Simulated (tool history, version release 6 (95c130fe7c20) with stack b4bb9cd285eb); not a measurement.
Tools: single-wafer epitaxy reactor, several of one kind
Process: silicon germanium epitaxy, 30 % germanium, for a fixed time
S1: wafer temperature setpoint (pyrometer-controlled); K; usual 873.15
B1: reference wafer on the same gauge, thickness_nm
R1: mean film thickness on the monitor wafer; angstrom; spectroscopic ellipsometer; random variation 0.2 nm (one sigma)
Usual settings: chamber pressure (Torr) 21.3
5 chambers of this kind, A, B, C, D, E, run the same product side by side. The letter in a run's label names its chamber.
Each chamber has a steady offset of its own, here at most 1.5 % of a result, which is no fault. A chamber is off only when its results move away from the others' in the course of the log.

Run 1B, hour 10.4: usual settings; B1 64.233. Result: R1 606.07 angstrom.
Run 2C, hour 15.1: usual settings; B1 64.341. Result: R1 612.72 angstrom.
Run 3E, hour 25.4: usual settings; B1 64.338. Result: R1 609.89 angstrom.
Run 4A, hour 34.7: usual settings; B1 64.299. Result: R1 604.74 angstrom.
Run 5D, hour 43.6: usual settings; B1 64.303. Result: R1 605.64 angstrom.
Run 6D, hour 52.1: usual settings; B1 64.354. Result: R1 607.54 angstrom.
Run 7E, hour 58.7: usual settings; B1 64.341. Result: R1 611.14 angstrom.
Run 8B, hour 67.3: usual settings; B1 64.273. Result: R1 601.39 angstrom.
Run 9C, hour 74.4: usual settings but chamber pressure (Torr) 19.7; B1 64.282. Result: R1 594.84 angstrom.
Run 10A, hour 84.2: usual settings but chamber pressure (Torr) 19.7; B1 64.27. Result: R1 587.17 angstrom.
Run 11A, hour 93.2: usual settings but chamber pressure (Torr) 19.7; B1 64.321. Result: R1 589.76 angstrom.
Run 12C, hour 103.8: usual settings but chamber pressure (Torr) 19.7; B1 64.329. Result: R1 601.05 angstrom.
Run 13D, hour 110.8: usual settings but chamber pressure (Torr) 19.7; B1 64.306. Result: R1 589.84 angstrom.
Run 14E, hour 121.3: usual settings; B1 64.254. Result: R1 610.94 angstrom.
At hour 125.5: chamber A: capacitance manometer re-zeroed and calibrated.
Run 15B, hour 126.1: usual settings; B1 64.282. Result: R1 607.09 angstrom.
Run 16B, hour 133.5: usual settings; B1 64.329. Result: R1 607.12 angstrom.
Run 17E, hour 139.5: usual settings; B1 64.374. Result: R1 608.54 angstrom.
Run 18C, hour 147.4: usual settings; B1 64.285. Result: R1 614.22 angstrom.
Run 19D, hour 156.5: usual settings; B1 64.314. Result: R1 608.81 angstrom.
Run 20A, hour 163.7: usual settings; B1 64.326. Result: R1 591.97 angstrom.
Run 21C, hour 170.3: usual settings; B1 64.31. Result: R1 615.16 angstrom.
Run 22B, hour 175: usual settings but S1 880.15 K; B1 64.375. Result: R1 689.68 angstrom.
Run 23A, hour 185.3: usual settings but S1 880.15 K; B1 64.292. Result: R1 675.43 angstrom.
Run 24D, hour 191.9: usual settings but S1 880.15 K; B1 64.292. Result: R1 690.5 angstrom.
Run 25E, hour 198.5: usual settings but S1 880.15 K; B1 64.264. Result: R1 693.79 angstrom.
Run 26E, hour 208.7: usual settings but S1 880.15 K; B1 64.272. Result: R1 690.52 angstrom.
Run 27C, hour 213.5: usual settings; B1 64.348. Result: R1 613.02 angstrom.
Run 28B, hour 219.4: usual settings; B1 64.345. Result: R1 606.46 angstrom.
Run 29D, hour 225.3: usual settings; B1 64.298. Result: R1 605.24 angstrom.
Run 30A, hour 235.1: usual settings but S1 884.15 K, chamber pressure (Torr) 16.4; B1 64.331. Result: R1 651.87 angstrom.
Run 31C, hour 242.8: usual settings but S1 884.15 K, chamber pressure (Torr) 16.4; B1 64.31. Result: R1 671.24 angstrom.
Run 32D, hour 252.3: usual settings but S1 884.15 K, chamber pressure (Torr) 16.4; B1 64.318. Result: R1 667.31 angstrom.
Run 33A, hour 262.1: usual settings but S1 884.15 K, chamber pressure (Torr) 16.4; B1 64.294. Result: R1 653.27 angstrom.
Run 34E, hour 272.5: usual settings but S1 884.15 K, chamber pressure (Torr) 16.4; B1 64.298. Result: R1 670.58 angstrom.
Run 35B, hour 281.1: usual settings; B1 64.239. Result: R1 600.2 angstrom.
Run 36A, hour 289.5: usual settings but chamber pressure (Torr) 19.6; B1 64.292. Result: R1 571.91 angstrom.
Run 37E, hour 296.4: usual settings but chamber pressure (Torr) 19.6; B1 64.311. Result: R1 592.9 angstrom.

What goes on in this fleet: one chamber off, a drifting gauge, or nothing beyond the chambers' own small offsets? Name the chamber and the cause, if any.

A service left chamber A off against the others.
Cause: true pressure below the setpoint (%) = 5.38.

Here are 4 candidates for chamber A's next run, each the usual settings with a change, their results left as question marks. Which one brings its results back in line with what the others give on the usual settings?
In line means no further than this from the other chambers' mean on the usual settings: R1 6.9 angstrom
Run 38A-1, hour 304: usual settings but S1 876.15 K, chamber pressure (Torr) 21.7. Result: R1 ?.
Run 38A-2, hour 304: usual settings but chamber pressure (Torr) 19.8. Result: R1 ?.
Run 38A-3, hour 304: usual settings but S1 870.15 K, chamber pressure (Torr) 21. Result: R1 ?.
Run 38A-4, hour 304: usual settings but chamber pressure (Torr) 22.8. Result: R1 ?.

The other chambers' mean on the usual settings: R1 610.04 angstrom
  run      R1
38A-1  631.09
38A-2  575.95
38A-3  557.48
38A-4  608.85
38A-4 brings the chamber back in line.
